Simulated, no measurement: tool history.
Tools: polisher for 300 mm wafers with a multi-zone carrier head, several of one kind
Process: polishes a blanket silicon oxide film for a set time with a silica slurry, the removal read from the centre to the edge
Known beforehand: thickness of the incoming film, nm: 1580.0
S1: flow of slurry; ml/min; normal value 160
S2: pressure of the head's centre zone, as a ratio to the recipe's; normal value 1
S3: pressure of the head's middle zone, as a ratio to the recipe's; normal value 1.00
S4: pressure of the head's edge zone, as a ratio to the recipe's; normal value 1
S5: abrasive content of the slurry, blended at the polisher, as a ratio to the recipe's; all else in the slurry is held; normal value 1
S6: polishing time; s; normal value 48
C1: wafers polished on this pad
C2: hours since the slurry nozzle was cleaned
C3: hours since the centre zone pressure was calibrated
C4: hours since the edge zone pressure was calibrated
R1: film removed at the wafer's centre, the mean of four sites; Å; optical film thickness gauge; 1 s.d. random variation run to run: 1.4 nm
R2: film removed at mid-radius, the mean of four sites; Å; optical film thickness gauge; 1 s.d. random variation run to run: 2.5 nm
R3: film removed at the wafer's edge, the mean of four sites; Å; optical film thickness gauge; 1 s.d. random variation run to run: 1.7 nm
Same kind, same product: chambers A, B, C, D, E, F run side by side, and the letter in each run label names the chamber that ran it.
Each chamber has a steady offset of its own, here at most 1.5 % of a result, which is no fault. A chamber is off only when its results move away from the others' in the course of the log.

run    day   S1  S2    S3  S4  S5  S6    C1     C2      C3      C4      R1      R2      R3
     0.042  -- chamber B: worn pad replaced by a new one
     0.242  -- chamber D: worn pad replaced by a new one
 1B  0.242  160   1  1.00   1   1  48    67   51.0   336.4   644.6  1677.9  1670.6  1654.3
 2E  0.417  160   1  1.00   1   1  48   182   86.6   608.6   704.5  1672.4  1639.2  1688.8
 3F  0.588  160   1  1.00   1   1  48   681   63.1   918.2   996.2  1684.2  1674.8  1686.8
 4C  0.733  160   1  1.00   1   1  48   868  125.8   996.2   536.9  1662.4  1712.2  1704.0
 5A  1.021  160   1  1.00   1   1  48   908  316.1   643.8   608.1  1679.8  1634.7  1687.7
     1.062  -- chamber D: edge zone pressure recalibrated
 6D  1.175  160   1  1.00   1   1  48   310  684.9   398.7     2.8  1678.1  1678.8  1689.1
     1.200  -- chamber A: slurry nozzle cleaned
     1.333  -- chamber A: worn pad replaced by a new one
 7A  1.379  160   1  1.00   1   1  48    15    4.3   652.4   616.7  1656.0  1673.5  1707.4
     1.450  -- chamber E: worn pad replaced by a new one
     1.517  -- chamber F: worn pad replaced by a new one
 8C  1.638  160   1  1.00   1   1  48  1169  147.5  1017.9   558.6  1666.7  1685.8  1715.0
     1.688  -- chamber C: worn pad replaced by a new one
 9B  1.838  135   1  1.05   1   1  48   598   89.3   374.7   682.9  1620.9  1679.0  1652.2
     2.017  -- chamber D: worn pad replaced by a new one
10D  2.108  135   1  1.05   1   1  48    30  707.3   421.1    25.2  1615.8  1725.7  1653.6
11F  2.304  135   1  1.05   1   1  48   262  104.3   959.4  1037.4  1630.7  1702.4  1652.0
12E  2.471  135   1  1.05   1   1  48   341  135.9   657.9   753.8  1606.4  1756.6  1635.0
     2.512  -- chamber E: edge zone pressure recalibrated
13B  2.617  135   1  1.05   1   1  48   858  108.0   393.4   701.6  1631.6  1678.4  1659.2
14D  2.783  135   1  1.05   1   1  48   255  723.5   437.3    41.4  1637.6  1683.4  1633.7
     2.792  -- chamber B: worn pad replaced by a new one
     2.821  -- chamber E: worn pad replaced by a new one
15C  3.008  160   1  1.00   1   1  48   440  180.4  1050.8   591.5  1664.1  1672.9  1710.2
16F  3.221  160   1  1.00   1   1  48   567  126.3   981.4  1059.4  1707.7  1698.4  1675.8
17A  3.404  160   1  1.00   1   1  48   689   52.9   701.0   665.3  1674.9  1720.6  1690.3
18E  3.558  160   1  1.00   1   1  48   245  162.0   684.0    25.1  1669.9  1693.4  1668.3
19F  3.783  160   1  1.00   1   1  48   754  139.8   994.9  1072.9  1682.9  1684.6  1713.3
     3.821  -- chamber A: worn pad replaced by a new one
     3.833  -- chamber F: worn pad replaced by a new one
     3.896  -- chamber D: worn pad replaced by a new one
     4.067  -- chamber A: centre zone pressure recalibrated
20B  4.075  160   1  1.00   1   1  48   428  143.0   428.4   736.6  1667.7  1649.5  1684.9
21D  4.304  160   1  1.00   1   1  48   135  760.0   473.8    77.9  1684.2  1671.5  1670.8
     4.367  -- chamber E: worn pad replaced by a new one
     4.375  -- chamber B: centre zone pressure recalibrated
     4.438  -- chamber C: worn pad replaced by a new one
22E  4.604  160   1  1.00   1   1  48    79  187.1   709.1    50.2  1654.6  1663.8  1665.1
23C  4.754  160   1  1.00   1   1  48   106  222.3  1092.7   633.4  1647.9  1632.9  1708.5
24A  5.062  160   1  1.00   1   1  48   413   92.7    24.0   705.1  1814.9  1651.2  1709.6
25E  5.279  160   1  1.00   1   1  48   303  203.3   725.3    66.4  1675.2  1677.4  1712.7
     5.412  -- chamber D: worn pad replaced by a new one
26C  5.508  160   1  1.00   1   1  48   357  240.4  1110.8   651.5  1659.9  1677.4  1714.8
     5.617  -- chamber C: centre zone pressure recalibrated
27F  5.792  160   1  1.00   1   1  48   652  188.0  1043.1  1121.1  1685.5  1692.8  1712.2
28B  5.929  160   1  1.00   1   1  48  1045  187.5    37.3   781.1  1692.7  1684.0  1675.8
     5.975  -- chamber E: worn pad replaced by a new one
     6.092  -- chamber B: worn pad replaced by a new one
29A  6.179  160   1  1.00   1   1  48   785  119.5    50.8   731.9  1805.8  1688.8  1684.9
     6.183  -- chamber F: worn pad replaced by a new one
30D  6.379  160   1  1.00   1   1  48   321  809.8   523.6   127.7  1669.9  1676.0  1666.8
     6.512  -- chamber A: worn pad replaced by a new one
31C  6.517  160   1  1.00   1   1  33   693  264.6    21.6   675.7  1152.6  1145.3  1173.7
32F  6.788  160   1  1.00   1   1  33   201  211.9  1067.0  1145.0  1157.2  1179.7  1172.4
     6.917  -- chamber D: worn pad replaced by a new one
33E  6.925  160   1  1.00   1   1  33   316  242.8   764.8   105.9  1143.5  1129.5  1155.4
34A  7.212  160   1  1.00   1   1  33   233  144.3    75.6   756.7  1244.8  1118.9  1152.6
35B  7.396  160   1  1.00   1   1  33   434  222.7    72.5   816.3  1169.0  1160.4  1150.5
36D  7.575  160   1  1.00   1   1  33   220  838.5   552.3   156.4  1140.3  1138.0  1158.3
     7.588  -- chamber E: worn pad replaced by a new one
37E  7.767  160   1  1.00   1   1  48    60  263.0   785.0   126.1  1662.0  1652.8  1695.8

Decide between three cases: one chamber stands off from its peers, the gauge reading all wafers drifts, or nothing is wrong past each chamber's small offset. Where a chamber is off, say which and what most likely put it there.

Chamber A has stood off from the others ever since a service on it.
What lies behind it: centre zone's pressure above its setpoint, % = 7.88.

Below are 4 candidate recipes for chamber A's next run, each the usual settings with a change, their results shown as question marks. Which of them brings A's results back in line with what the other chambers give on the usual settings?
A result is in line if it is within this distance of the other chambers' mean on the usual settings: R1 49.0 Å; R2 88.0 Å; R3 59.0 Å
38A-1  7.996  165  1.06  0.98  0.98   1  48                   ?   ?   ?
38A-2  7.996  160  1.02  0.99  0.99   1  48                   ?   ?   ?
38A-3  7.996  155  0.94  1.02  1.02   1  48                   ?   ?   ?
38A-4  7.996  160  0.98  1.01  1.01   1  48                   ?   ?   ?

The other chambers' mean on the usual settings: R1 1675.5 Å; R2 1677.0 Å; R3 1681.3 Å
  run      R1      R2      R3
38A-1  1932.2  1660.2  1674.2
38A-2  1841.8  1667.2  1676.2
38A-3  1673.7  1705.2  1694.8
38A-4  1763.3  1699.0  1693.3
Change 38A-3 lands the chamber within the allowed miss of the other chambers.
